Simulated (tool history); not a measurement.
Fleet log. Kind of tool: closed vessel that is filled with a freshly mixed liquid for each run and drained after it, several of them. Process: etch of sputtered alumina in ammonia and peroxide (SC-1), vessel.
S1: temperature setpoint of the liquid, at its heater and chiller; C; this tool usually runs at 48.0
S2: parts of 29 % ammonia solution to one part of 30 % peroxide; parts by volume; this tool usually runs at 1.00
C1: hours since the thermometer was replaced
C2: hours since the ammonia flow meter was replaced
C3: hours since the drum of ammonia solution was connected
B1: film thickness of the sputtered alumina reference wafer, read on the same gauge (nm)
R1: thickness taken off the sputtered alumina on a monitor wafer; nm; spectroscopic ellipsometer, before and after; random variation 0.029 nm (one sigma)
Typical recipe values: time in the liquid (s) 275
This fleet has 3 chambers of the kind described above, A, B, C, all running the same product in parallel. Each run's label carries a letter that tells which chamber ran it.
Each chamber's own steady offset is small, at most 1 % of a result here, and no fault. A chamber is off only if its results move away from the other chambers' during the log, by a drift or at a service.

Run 1B, day 0.354: usual settings; C1 983.2; C2 712.5; C3 277.8; B1 99.991. Result: R1 9.3697 nm.
Run 2C, day 0.888: usual settings; C1 592.2; C2 314.2; C3 564.6; B1 99.997. Result: R1 9.4330 nm.
Run 3A, day 1.375: usual settings; C1 346.7; C2 589.7; C3 574.5; B1 99.983. Result: R1 9.3123 nm.
At day 1.529: chamber B: ammonia flow meter replaced.
Run 4C, day 1.804: usual settings; C1 614.2; C2 336.2; C3 586.6; B1 99.993. Result: R1 9.4466 nm.
Run 5A, day 2.121: usual settings; C1 364.6; C2 607.6; C3 592.4; B1 99.995. Result: R1 9.3202 nm.
Run 6B, day 2.575: usual settings; C1 1036.5; C2 25.2; C3 331.1; B1 99.977. Result: R1 9.4019 nm.
Run 7C, day 3.033: usual settings; C1 643.7; C2 365.7; C3 616.1; B1 99.987. Result: R1 9.4243 nm.
Run 8A, day 3.450: usual settings; C1 396.5; C2 639.5; C3 624.3; B1 99.998. Result: R1 9.3246 nm.
Run 9B, day 3.850: usual settings but S2 0.55 parts by volume, time in the liquid (s) 340; C1 1067.1; C2 55.8; C3 361.7; B1 99.988. Result: R1 10.9630 nm.
Run 10A, day 4.312: usual settings but S2 0.55 parts by volume, time in the liquid (s) 340; C1 417.2; C2 660.2; C3 645.0; B1 99.996. Result: R1 10.9110 nm.
Run 11B, day 4.854: usual settings but S2 0.55 parts by volume, time in the liquid (s) 340; C1 1091.2; C2 79.9; C3 385.8; B1 100.000. Result: R1 10.9460 nm.
Run 12C, day 5.121: usual settings; C1 693.8; C2 415.8; C3 666.2; B1 99.995. Result: R1 9.4405 nm.
Run 13A, day 5.379: usual settings; C1 442.8; C2 685.8; C3 670.6; B1 99.989. Result: R1 9.2813 nm.
Run 14C, day 5.788: usual settings but S2 1.15 parts by volume, time in the liquid (s) 420; C1 709.8; C2 431.8; C3 682.2; B1 99.998. Result: R1 14.5540 nm.
Run 15B, day 6.225: usual settings but S2 1.15 parts by volume, time in the liquid (s) 420; C1 1124.1; C2 112.8; C3 418.7; B1 99.984. Result: R1 14.4520 nm.
Run 16B, day 6.512: usual settings but S2 1.15 parts by volume, time in the liquid (s) 420; C1 1131.0; C2 119.7; C3 425.6; B1 99.989. Result: R1 14.5130 nm.
Run 17C, day 6.962: usual settings; C1 738.0; C2 460.0; C3 710.4; B1 100.020. Result: R1 9.4473 nm.
Run 18A, day 7.388: usual settings; C1 491.0; C2 734.0; C3 718.8; B1 100.020. Result: R1 9.3604 nm.
Run 19A, day 7.908: usual settings; C1 503.5; C2 746.5; C3 731.3; B1 99.998. Result: R1 9.3057 nm.
Run 20B, day 8.262: usual settings; C1 1173.0; C2 161.7; C3 467.6; B1 100.010. Result: R1 9.3998 nm.
Run 21C, day 8.750: usual settings; C1 780.9; C2 502.9; C3 753.3; B1 100.010. Result: R1 9.4465 nm.
At day 8.762: chamber A: thermometer replaced.
At day 8.808: chamber B: new drum of ammonia solution connected.
Run 22C, day 9.133: usual settings; C1 790.1; C2 512.1; C3 762.5; B1 99.998. Result: R1 9.3452 nm.
Run 23B, day 9.475: usual settings; C1 1202.1; C2 190.8; C3 16.0; B1 99.993. Result: R1 9.3754 nm.
Run 24A, day 9.758: usual settings; C1 23.9; C2 790.9; C3 775.7; B1 100.010. Result: R1 9.3144 nm.
Run 25A, day 10.217: usual settings; C1 34.9; C2 801.9; C3 786.7; B1 99.990. Result: R1 9.3295 nm.
Run 26B, day 10.579: usual settings; C1 1228.6; C2 217.3; C3 42.5; B1 100.010. Result: R1 9.3648 nm.
Run 27C, day 10.892: usual settings; C1 832.3; C2 554.3; C3 804.7; B1 99.973. Result: R1 9.4314 nm.
Run 28B, day 11.362: usual settings; C1 1247.4; C2 236.1; C3 61.3; B1 99.980. Result: R1 9.3588 nm.
Run 29C, day 11.642: usual settings; C1 850.3; C2 572.3; C3 822.7; B1 100.020. Result: R1 9.3915 nm.
Run 30A, day 11.954: usual settings; C1 76.6; C2 843.6; C3 828.4; B1 99.974. Result: R1 9.3545 nm.
Run 31B, day 12.288: usual settings but S1 43.5 C, time in the liquid (s) 405; C1 1269.6; C2 258.3; C3 83.5; B1 100.000. Result: R1 10.7540 nm.
Run 32C, day 12.533: usual settings but S1 43.5 C, time in the liquid (s) 405; C1 871.7; C2 593.7; C3 844.1; B1 99.974. Result: R1 10.7240 nm.

The same settings go to every chamber for the next run, one line per chamber below. Forecast the results for each:
Run 33A, day 12.921: usual settings. Result: R1 ?.
Run 33B, day 12.921: usual settings. Result: R1 ?.
Run 33C, day 12.921: usual settings. Result: R1 ?.

run      R1
33A  9.2953
33B  9.3617
33C  9.4097
